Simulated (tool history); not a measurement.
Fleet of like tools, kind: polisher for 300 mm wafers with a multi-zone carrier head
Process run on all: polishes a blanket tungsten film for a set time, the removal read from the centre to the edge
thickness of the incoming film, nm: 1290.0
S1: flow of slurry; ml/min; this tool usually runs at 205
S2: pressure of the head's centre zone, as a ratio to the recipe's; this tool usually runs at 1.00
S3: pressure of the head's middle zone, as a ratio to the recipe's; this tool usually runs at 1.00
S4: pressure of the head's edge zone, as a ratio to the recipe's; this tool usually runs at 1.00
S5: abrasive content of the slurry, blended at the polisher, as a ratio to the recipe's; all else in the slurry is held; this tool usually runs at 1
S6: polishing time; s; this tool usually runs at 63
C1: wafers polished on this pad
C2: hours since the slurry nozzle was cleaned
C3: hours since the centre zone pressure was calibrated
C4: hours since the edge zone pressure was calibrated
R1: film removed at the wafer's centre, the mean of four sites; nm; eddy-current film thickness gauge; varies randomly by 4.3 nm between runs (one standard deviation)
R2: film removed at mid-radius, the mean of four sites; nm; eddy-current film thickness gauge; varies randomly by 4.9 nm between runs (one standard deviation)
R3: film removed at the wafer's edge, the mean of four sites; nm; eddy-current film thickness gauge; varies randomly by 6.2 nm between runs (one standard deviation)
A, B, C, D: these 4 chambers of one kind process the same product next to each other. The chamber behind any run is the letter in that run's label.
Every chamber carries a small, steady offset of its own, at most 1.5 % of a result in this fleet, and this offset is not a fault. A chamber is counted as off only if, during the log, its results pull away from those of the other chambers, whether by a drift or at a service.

| run | hour | S1 | S2 | S3 | S4 | S5 | S6 | C1 | C2 | C3 | C4 | R1 | R2 | R3 |
|---|---|---|---|---|---|---|---|---|---|---|---|---|---|---|
| 1B | 4.7 | 205 | 1.00 | 1.00 | 1.00 | 1 | 63 | 613 | 312.2 | 609.3 | 78.1 | 440.57 | 447.50 | 442.52 |
|  | 5.2 | chamber B: worn pad replaced by a new one |
| 2A | 12.2 | 205 | 1.00 | 1.00 | 1.00 | 1 | 63 | 825 | 263.3 | 670.6 | 503.1 | 442.13 | 438.55 | 446.85 |
|  | 14.3 | chamber C: worn pad replaced by a new one |
| 3D | 17.2 | 205 | 1.00 | 1.00 | 1.00 | 1 | 63 | 232 | 230.9 | 400.9 | 604.4 | 445.33 | 453.74 | 450.54 |
| 4C | 26.2 | 205 | 1.00 | 1.00 | 1.00 | 1 | 63 | 130 | 474.6 | 463.6 | 428.7 | 443.11 | 451.83 | 443.46 |
|  | 31.4 | chamber A: centre zone pressure recalibrated |
| 5D | 31.5 | 205 | 1.00 | 1.00 | 1.00 | 1 | 63 | 388 | 245.2 | 415.2 | 618.7 | 446.95 | 438.43 | 445.66 |
| 6A | 39.1 | 205 | 1.00 | 1.00 | 1.00 | 1 | 63 | 1118 | 290.2 | 7.7 | 530.0 | 449.63 | 444.92 | 452.06 |
| 7C | 44.0 | 205 | 1.00 | 1.00 | 1.00 | 1 | 63 | 324 | 492.4 | 481.4 | 446.5 | 448.91 | 443.46 | 441.84 |
|  | 49.3 | chamber B: centre zone pressure recalibrated |
| 8B | 50.1 | 205 | 1.00 | 1.00 | 0.90 | 1 | 63 | 489 | 357.6 | 0.9 | 123.5 | 442.99 | 455.21 | 418.56 |
|  | 52.1 | chamber C: slurry nozzle cleaned |
| 9A | 56.2 | 205 | 1.00 | 1.00 | 0.90 | 1 | 63 | 1304 | 307.3 | 24.8 | 547.1 | 441.47 | 452.52 | 425.84 |
|  | 56.6 | chamber B: worn pad replaced by a new one |
|  | 60.0 | chamber A: worn pad replaced by a new one |
| 10B | 61.9 | 205 | 1.00 | 1.00 | 0.90 | 1 | 63 | 58 | 369.4 | 12.7 | 135.3 | 446.92 | 447.75 | 433.74 |
| 11C | 66.4 | 205 | 1.00 | 1.00 | 0.90 | 1 | 63 | 568 | 14.3 | 503.8 | 468.9 | 451.21 | 443.44 | 418.94 |
| 12D | 74.9 | 205 | 1.00 | 1.00 | 1.00 | 1 | 63 | 861 | 288.6 | 458.6 | 662.1 | 446.59 | 447.67 | 450.19 |
| 13B | 81.4 | 205 | 1.00 | 1.00 | 1.00 | 1 | 63 | 270 | 388.9 | 32.2 | 154.8 | 446.52 | 453.13 | 445.02 |
| 14D | 86.0 | 205 | 1.00 | 1.00 | 1.00 | 1 | 63 | 982 | 299.7 | 469.7 | 673.2 | 453.55 | 443.83 | 463.99 |
| 15C | 93.3 | 205 | 1.00 | 1.00 | 1.00 | 1 | 63 | 861 | 41.2 | 530.7 | 495.8 | 446.14 | 455.26 | 440.87 |
| 16A | 98.7 | 205 | 1.00 | 1.00 | 1.00 | 1 | 63 | 421 | 349.8 | 67.3 | 589.6 | 456.99 | 454.66 | 445.16 |
|  | 101.8 | chamber B: worn pad replaced by a new one |
|  | 104.6 | chamber C: worn pad replaced by a new one |
|  | 104.6 | chamber D: worn pad replaced by a new one |
| 17A | 105.2 | 205 | 1.00 | 1.00 | 1.00 | 1 | 63 | 492 | 356.3 | 73.8 | 596.1 | 449.64 | 443.22 | 449.87 |
| 18B | 113.0 | 205 | 1.00 | 1.00 | 1.00 | 1 | 63 | 122 | 420.5 | 63.8 | 186.4 | 449.48 | 453.40 | 459.99 |
| 19C | 119.6 | 240 | 1.00 | 1.00 | 0.89 | 1 | 63 | 164 | 67.5 | 557.0 | 522.1 | 460.41 | 466.81 | 430.40 |
| 20D | 125.1 | 240 | 1.00 | 1.00 | 0.89 | 1 | 63 | 223 | 338.8 | 508.8 | 712.3 | 454.43 | 454.29 | 440.08 |
| 21D | 132.3 | 240 | 1.00 | 1.00 | 0.89 | 1 | 63 | 302 | 346.0 | 516.0 | 719.5 | 460.85 | 454.19 | 430.27 |
| 22C | 139.0 | 240 | 1.00 | 1.00 | 0.89 | 1 | 63 | 375 | 86.9 | 576.4 | 541.5 | 458.08 | 465.55 | 435.90 |
| 23B | 148.0 | 205 | 1.00 | 1.00 | 1.00 | 1 | 63 | 504 | 455.5 | 98.8 | 221.4 | 445.11 | 444.31 | 452.02 |
| 24A | 154.1 | 205 | 1.00 | 1.00 | 1.00 | 1 | 63 | 1025 | 405.2 | 122.7 | 645.0 | 450.19 | 439.87 | 452.76 |
|  | 156.6 | chamber B: worn pad replaced by a new one |
| 25B | 159.0 | 205 | 1.00 | 1.04 | 1.05 | 1 | 63 | 27 | 466.5 | 109.8 | 232.4 | 451.88 | 463.95 | 476.90 |
|  | 160.2 | chamber C: centre zone pressure recalibrated |
| 26C | 164.6 | 205 | 1.00 | 1.04 | 1.05 | 1 | 63 | 654 | 112.5 | 4.4 | 567.1 | 457.67 | 460.63 | 470.44 |
| 27D | 169.1 | 205 | 1.00 | 1.04 | 1.05 | 1 | 63 | 703 | 382.8 | 552.8 | 756.3 | 456.57 | 462.29 | 452.44 |
|  | 172.3 | chamber A: worn pad replaced by a new one |
| 28A | 175.2 | 205 | 1.00 | 1.04 | 1.05 | 1 | 63 | 32 | 426.3 | 143.8 | 666.1 | 440.29 | 453.93 | 447.70 |
| 29A | 181.0 | 205 | 1.00 | 1.00 | 1.00 | 1 | 63 | 95 | 432.1 | 149.6 | 671.9 | 449.39 | 444.10 | 454.83 |
| 30D | 187.1 | 205 | 0.89 | 1.00 | 1.00 | 1 | 63 | 899 | 400.8 | 570.8 | 774.3 | 404.78 | 440.09 | 443.71 |
|  | 191.0 | chamber C: worn pad replaced by a new one |
|  | 191.7 | chamber B: slurry nozzle cleaned |
| 31C | 194.9 | 205 | 0.89 | 1.00 | 1.00 | 1 | 63 | 42 | 142.8 | 34.7 | 597.4 | 398.49 | 451.84 | 449.51 |
| 32B | 203.7 | 205 | 0.89 | 1.00 | 1.00 | 1 | 63 | 514 | 12.0 | 154.5 | 277.1 | 384.18 | 449.10 | 458.85 |
|  | 204.9 | chamber B: worn pad replaced by a new one |
| 33B | 209.1 | 205 | 0.89 | 1.00 | 1.00 | 1 | 63 | 45 | 17.4 | 159.9 | 282.5 | 393.92 | 454.74 | 447.43 |
|  | 211.4 | chamber D: worn pad replaced by a new one |
| 34D | 217.8 | 205 | 1.00 | 1.00 | 1.00 | 1 | 63 | 69 | 431.5 | 601.5 | 805.0 | 475.55 | 439.80 | 446.44 |
| 35C | 223.6 | 205 | 1.00 | 1.00 | 1.00 | 1 | 63 | 355 | 171.5 | 63.4 | 626.1 | 456.54 | 455.97 | 449.36 |
| 36A | 232.4 | 205 | 1.09 | 1.00 | 1.05 | 1 | 63 | 655 | 483.5 | 201.0 | 723.3 | 485.51 | 442.58 | 460.54 |
|  | 239.2 | chamber A: slurry nozzle cleaned |
| 37C | 241.3 | 205 | 1.09 | 1.00 | 1.05 | 1 | 63 | 548 | 189.2 | 81.1 | 643.8 | 490.95 | 461.63 | 456.64 |
| 38B | 248.3 | 205 | 1.09 | 1.00 | 1.05 | 1 | 63 | 472 | 56.6 | 199.1 | 321.7 | 486.55 | 458.20 | 463.18 |
| 39A | 254.8 | 205 | 1.09 | 1.00 | 1.05 | 1 | 63 | 899 | 15.7 | 223.4 | 745.7 | 502.31 | 451.67 | 470.43 |
| 40D | 262.8 | 205 | 1.00 | 1.00 | 1.00 | 1 | 63 | 560 | 476.5 | 646.5 | 850.0 | 492.40 | 450.13 | 436.72 |

Has any chamber moved away from the others, gradually or after a service, or does the common gauge drift, or do the chambers differ only by their own small steady offsets? State the chamber and the most likely cause if one applies.

It is chamber D that slowly wanders off from its peers.
Cause: centre zone's pressure above its setpoint, % = 9.77.

Here are 4 candidates for chamber D's next run, each the usual settings with a change, their results left as question marks. Which one brings its results back in line with what the others give on the usual settings?
Maximum distance from the other chambers' mean on the usual settings for a result to count as in line: R1 15.00 nm; R2 17.00 nm; R3 22.00 nm
| 41D-1 | 269.4 | 210 | 1.07 | 0.97 | 0.98 | 1 | 64 |  |  |  |  | ? | ? | ? |
| 41D-2 | 269.4 | 205 | 1.02 | 0.99 | 0.99 | 1 | 63 |  |  |  |  | ? | ? | ? |
| 41D-3 | 269.4 | 205 | 0.98 | 1.01 | 1.01 | 1 | 63 |  |  |  |  | ? | ? | ? |
| 41D-4 | 269.4 | 200 | 0.93 | 1.03 | 1.02 | 1 | 62 |  |  |  |  | ? | ? | ? |

Usual-settings mean across the other chambers: R1 448.06 nm; R2 450.76 nm; R3 448.13 nm
| run | R1 | R2 | R3 |
|---|---|---|---|
| 41D-1 | 536.77 | 438.93 | 456.44 |
| 41D-2 | 500.11 | 438.98 | 450.38 |
| 41D-3 | 479.11 | 447.34 | 454.93 |
| 41D-4 | 443.86 | 446.89 | 448.68 |
41D-4 is the one that brings the chamber's results back in line with the other chambers.
